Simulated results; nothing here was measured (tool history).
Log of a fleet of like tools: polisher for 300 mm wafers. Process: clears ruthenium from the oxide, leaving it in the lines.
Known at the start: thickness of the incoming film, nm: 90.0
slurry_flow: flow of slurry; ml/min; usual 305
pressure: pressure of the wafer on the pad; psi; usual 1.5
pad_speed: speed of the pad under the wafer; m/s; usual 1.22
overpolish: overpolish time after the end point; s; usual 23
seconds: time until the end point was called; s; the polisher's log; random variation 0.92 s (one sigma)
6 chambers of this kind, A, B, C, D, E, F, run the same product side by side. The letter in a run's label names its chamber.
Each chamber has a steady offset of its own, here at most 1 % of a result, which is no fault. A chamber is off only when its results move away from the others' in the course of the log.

run   hour  slurry_flow  pressure  pad_speed  overpolish  seconds
 1D    6.6          305       1.5       1.22          23   79.338
       7.7  -- chamber A: worn pad replaced by a new one
 2B   14.4          305       1.5       1.22          23   81.200
 3E   22.3          305       1.5       1.22          23   81.240
 4A   31.1          305       1.5       1.22          23   81.427
      41.6  -- chamber D: worn pad replaced by a new one
 5C   44.5          400       1.5       1.22          23   77.793
 6F   53.3          400       1.5       1.22          23   78.038
      56.6  -- chamber E: worn pad replaced by a new one
      63.7  -- chamber B: slurry nozzle cleaned
 7A   66.4          400       1.5       1.22          23   78.040
 8F   73.2          400       1.5       1.22          23   76.909
      76.1  -- chamber B: worn pad replaced by a new one
 9B   88.4          400       1.5       1.22          23   76.956
      98.7  -- chamber A: slurry nozzle cleaned
10D  103.7          400       1.5       1.22          23   78.820
     110.8  -- chamber D: slurry nozzle cleaned
     114.8  -- chamber A: worn pad replaced by a new one
11C  115.8          305       1.1       1.22          35  111.200
     119.9  -- chamber D: worn pad replaced by a new one
12E  124.5          305       1.1       1.22          35  108.870
     134.3  -- chamber F: worn pad replaced by a new one
13E  135.6          305       1.1       1.22          35  109.110
14D  143.3          305       1.1       1.22          35  111.530
     145.2  -- chamber F: slurry nozzle cleaned
15A  150.4          305       1.1       1.22          35  110.360
16C  165.1          305       1.1       1.22          35  110.420
     166.5  -- chamber D: head pressure recalibrated
     177.3  -- chamber E: worn pad replaced by a new one
17F  178.7          305       1.5       1.22          23   78.805
18B  192.1          305       1.5       1.22          23   80.916
     194.3  -- chamber B: worn pad replaced by a new one
19C  206.7          245       1.5       1.22          17   80.776
     209.9  -- chamber A: worn pad replaced by a new one
     210.8  -- chamber E: head pressure recalibrated
20B  216.8          245       1.5       1.22          17   82.890
     223.3  -- chamber D: worn pad replaced by a new one
21F  230.9          245       1.5       1.22          17   81.285
     236.7  -- chamber B: head pressure recalibrated
22D  244.2          245       1.5       1.22          17   80.207
23E  256.5          245       1.5       1.22          17   81.310
24A  266.7          245       1.5       1.22          17   80.626
     271.4  -- chamber C: head pressure recalibrated
25A  273.7          305       1.5       1.22          23   79.624
     281.8  -- chamber B: slurry nozzle cleaned
26F  282.0          305       1.5       1.22          23   80.222
27D  296.7          305       1.5       1.22          23   80.577
     300.1  -- chamber A: worn pad replaced by a new one
     301.3  -- chamber B: worn pad replaced by a new one
     301.3  -- chamber E: worn pad replaced by a new one
28B  307.2          305       1.5       1.22          23   79.708
     312.3  -- chamber D: worn pad replaced by a new one
29E  320.0          305       1.5       1.22          23   79.647
     323.6  -- chamber F: worn pad replaced by a new one
30C  331.3          305       1.5       1.22          23   82.744
31C  344.4          305       1.3       1.22          23   97.296
32E  356.5          305       1.3       1.22          23   91.059
33F  366.8          305       1.3       1.22          23   92.427
34B  375.2          305       1.3       1.22          23   93.070
35A  389.2          305       1.3       1.22          23   91.241
     391.9  -- chamber D: worn pad replaced by a new one
     392.5  -- chamber A: head pressure recalibrated
     396.7  -- chamber A: worn pad replaced by a new one
     397.9  -- chamber C: slurry nozzle cleaned
36D  398.3          305       1.3       1.22          23   91.109
37A  405.8          305       1.5       1.22          23   78.854
38D  417.3          305       1.5       1.22          23   79.253
39C  430.7          305       1.5       1.02          23  100.910
     432.2  -- chamber E: worn pad replaced by a new one
40F  444.3          305       1.5       1.02          23   94.067
41E  451.5          305       1.5       1.02          23   96.876

Next, every chamber runs the same settings. What will each give?
42A  462.4          305       1.5       1.52          23        ?
42B  462.4          305       1.5       1.52          23        ?
42C  462.4          305       1.5       1.52          23        ?
42D  462.4          305       1.5       1.52          23        ?
42E  462.4          305       1.5       1.52          23        ?
42F  462.4          305       1.5       1.52          23        ?

run  seconds
42A   63.475
42B   63.984
42C   68.187
42D   64.406
42E   62.841
42F   64.325
